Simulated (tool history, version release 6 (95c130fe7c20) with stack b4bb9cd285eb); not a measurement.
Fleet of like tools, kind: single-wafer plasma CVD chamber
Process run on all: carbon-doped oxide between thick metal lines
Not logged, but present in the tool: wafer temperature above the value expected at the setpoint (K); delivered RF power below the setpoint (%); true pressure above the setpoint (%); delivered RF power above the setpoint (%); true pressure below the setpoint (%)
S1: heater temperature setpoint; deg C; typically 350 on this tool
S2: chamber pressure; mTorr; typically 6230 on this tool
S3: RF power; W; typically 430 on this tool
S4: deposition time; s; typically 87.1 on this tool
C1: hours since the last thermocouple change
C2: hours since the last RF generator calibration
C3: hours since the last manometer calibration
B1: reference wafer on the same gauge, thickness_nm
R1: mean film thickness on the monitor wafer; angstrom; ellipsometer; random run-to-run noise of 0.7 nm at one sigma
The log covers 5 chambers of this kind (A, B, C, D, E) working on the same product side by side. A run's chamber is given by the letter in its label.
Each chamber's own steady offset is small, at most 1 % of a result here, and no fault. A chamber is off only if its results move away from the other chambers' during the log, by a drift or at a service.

run 1C hour=4.9 | S1=350 S2=6230 S3=430 S4=87.1 | C1=252 C2=119.6 C3=1362 | B1=410 | R1=4114.1
run 2A hour=10.9 | S1=350 S2=6230 S3=430 S4=87.1 | C1=2242.3 C2=350.5 C3=187 | B1=409.64 | R1=4114.8
run 3B hour=16.8 | S1=350 S2=6230 S3=430 S4=87.1 | C1=810.6 C2=609.8 C3=596.2 | B1=409.85 | R1=4127.8
run 4D hour=21 | S1=350 S2=6230 S3=430 S4=87.1 | C1=1412.5 C2=104.6 C3=1233 | B1=409.72 | R1=4091
run 5E hour=24 | S1=350 S2=6230 S3=430 S4=87.1 | C1=1516.1 C2=2010.1 C3=1713.3 | B1=409.77 | R1=4065.7
run 6C hour=27.8 | S1=350 S2=6230 S3=430 S4=87.1 | C1=274.9 C2=142.5 C3=1384.9 | B1=409.5 | R1=4106.3
run 7D hour=33.3 | S1=350 S2=6230 S3=430 S4=87.1 | C1=1424.8 C2=116.9 C3=1245.3 | B1=409.65 | R1=4103
run 8E hour=38.1 | S1=350 S2=6230 S3=430 S4=87.1 | C1=1530.2 C2=2024.2 C3=1727.4 | B1=409.65 | R1=4047.8
run 9A hour=43.6 | S1=350 S2=6230 S3=430 S4=87.1 | C1=2275 C2=383.2 C3=219.7 | B1=409.26 | R1=4110.3
run 10B hour=48.5 | S1=337 S2=6230 S3=350 S4=87.1 | C1=842.3 C2=641.5 C3=627.9 | B1=409.29 | R1=3647.4
run 11C hour=51.9 | S1=337 S2=6230 S3=350 S4=87.1 | C1=299 C2=166.6 C3=1409 | B1=409.3 | R1=3653.3
run 12D hour=56.9 | S1=337 S2=6230 S3=350 S4=87.1 | C1=1448.4 C2=140.5 C3=1268.9 | B1=409.28 | R1=3656.3
run 13B hour=62.9 | S1=337 S2=6230 S3=350 S4=87.1 | C1=856.7 C2=655.9 C3=642.3 | B1=409.1 | R1=3639.4
run 14A hour=68.9 | S1=337 S2=6230 S3=350 S4=87.1 | C1=2300.3 C2=408.5 C3=245 | B1=409.1 | R1=3623.7
run 15E hour=72.2 | S1=350 S2=6230 S3=430 S4=87.1 | C1=1564.3 C2=2058.3 C3=1761.5 | B1=409 | R1=4067
run 16A hour=75.6 | S1=350 S2=6230 S3=490 S4=87.1 | C1=2307 C2=415.2 C3=251.7 | B1=408.86 | R1=4471.8
run 17B hour=81 | S1=350 S2=6230 S3=490 S4=87.1 | C1=874.8 C2=674 C3=660.4 | B1=408.84 | R1=4501.7
run 18C hour=84.4 | S1=350 S2=6230 S3=490 S4=87.1 | C1=331.5 C2=199.1 C3=1441.5 | B1=408.93 | R1=4473.2
run 19E hour=88.2 | S1=350 S2=6230 S3=490 S4=87.1 | C1=1580.3 C2=2074.3 C3=1777.5 | B1=408.86 | R1=4423.4
run 20D hour=94.1 | S1=350 S2=6230 S3=490 S4=87.1 | C1=1485.6 C2=177.7 C3=1306.1 | B1=408.76 | R1=4464
run 21E hour=99.8 | S1=350 S2=6230 S3=430 S4=87.1 | C1=1591.9 C2=2085.9 C3=1789.1 | B1=408.49 | R1=4056.4
-- hour=103.7 chamber B: thermocouple changed; heater temperature recalibrated
run 22D hour=105 | S1=350 S2=6230 S3=430 S4=87.1 | C1=1496.5 C2=188.6 C3=1317 | B1=408.55 | R1=4080.7
run 23A hour=109.2 | S1=350 S2=6230 S3=430 S4=87.1 | C1=2340.6 C2=448.8 C3=285.3 | B1=408.23 | R1=4101.1
run 24B hour=113.1 | S1=350 S2=6230 S3=430 S4=87.1 | C1=9.5 C2=706.1 C3=692.5 | B1=408.35 | R1=4104.4
run 25C hour=117.5 | S1=350 S2=6230 S3=430 S4=87.1 | C1=364.6 C2=232.2 C3=1474.6 | B1=408.44 | R1=4108.4
run 26B hour=122.4 | S1=350 S2=6230 S3=430 S4=87.1 | C1=18.8 C2=715.4 C3=701.8 | B1=408.21 | R1=4101.4
run 27D hour=125.2 | S1=350 S2=6230 S3=430 S4=87.1 | C1=1516.7 C2=208.8 C3=1337.2 | B1=408.25 | R1=4093.9
run 28A hour=128.7 | S1=350 S2=6230 S3=430 S4=87.1 | C1=2360.1 C2=468.3 C3=304.8 | B1=408.19 | R1=4094.6
run 29E hour=132.4 | S1=350 S2=6230 S3=430 S4=87.1 | C1=1624.5 C2=2118.5 C3=1821.7 | B1=408.19 | R1=4053.1
run 30C hour=138.3 | S1=350 S2=6230 S3=430 S4=87.1 | C1=385.4 C2=253 C3=1495.4 | B1=407.95 | R1=4092.7
run 31E hour=143.2 | S1=350 S2=6230 S3=430 S4=87.1 | C1=1635.3 C2=2129.3 C3=1832.5 | B1=407.93 | R1=4050.7
run 32A hour=147.2 | S1=350 S2=6230 S3=430 S4=87.1 | C1=2378.6 C2=486.8 C3=323.3 | B1=408.04 | R1=4104.8
run 33D hour=151.1 | S1=350 S2=6230 S3=430 S4=87.1 | C1=1542.6 C2=234.7 C3=1363.1 | B1=407.99 | R1=4093.7
run 34B hour=156.6 | S1=350 S2=6230 S3=500 S4=75.6 | C1=53 C2=749.6 C3=736 | B1=407.89 | R1=3957.4
run 35C hour=160.5 | S1=350 S2=6230 S3=500 S4=75.6 | C1=407.6 C2=275.2 C3=1517.6 | B1=407.52 | R1=3939.7
run 36A hour=165.8 | S1=350 S2=6230 S3=500 S4=75.6 | C1=2397.2 C2=505.4 C3=341.9 | B1=407.59 | R1=3928.6
-- hour=170.3 chamber A: thermocouple changed; heater temperature recalibrated
run 37D hour=170.9 | S1=350 S2=6230 S3=500 S4=75.6 | C1=1562.4 C2=254.5 C3=1382.9 | B1=407.53 | R1=3894.9
-- hour=172.3 chamber D: thermocouple changed; heater temperature recalibrated
run 38B hour=173.7 | S1=350 S2=6230 S3=500 S4=75.6 | C1=70.1 C2=766.7 C3=753.1 | B1=407.51 | R1=3959.7
run 39C hour=179.7 | S1=350 S2=6230 S3=430 S4=87.1 | C1=426.8 C2=294.4 C3=1536.8 | B1=407.42 | R1=4085.7
run 40E hour=183.7 | S1=350 S2=6230 S3=430 S4=87.1 | C1=1675.8 C2=2169.8 C3=1873 | B1=407.56 | R1=4029.4
run 41A hour=188.2 | S1=350 S2=6230 S3=430 S4=87.1 | C1=17.9 C2=527.8 C3=364.3 | B1=407.38 | R1=4080.4
run 42C hour=193.7 | S1=350 S2=6230 S3=430 S4=87.1 | C1=440.8 C2=308.4 C3=1550.8 | B1=407.3 | R1=4092.4
run 43D hour=197.4 | S1=338 S2=6230 S3=430 S4=81.7 | C1=25.2 C2=281 C3=1409.4 | B1=407.32 | R1=3959.3

Read the log: is a single chamber off, either drifting away or since a service, is the gauge that measures every chamber drifting, or is nothing wrong beyond small per-chamber offsets? Name any odd chamber and what most likely caused it.

The gauge drifts, so all chambers seem to drift together. No chamber is off.
Cause: gauge reads low (%) = 0.695.
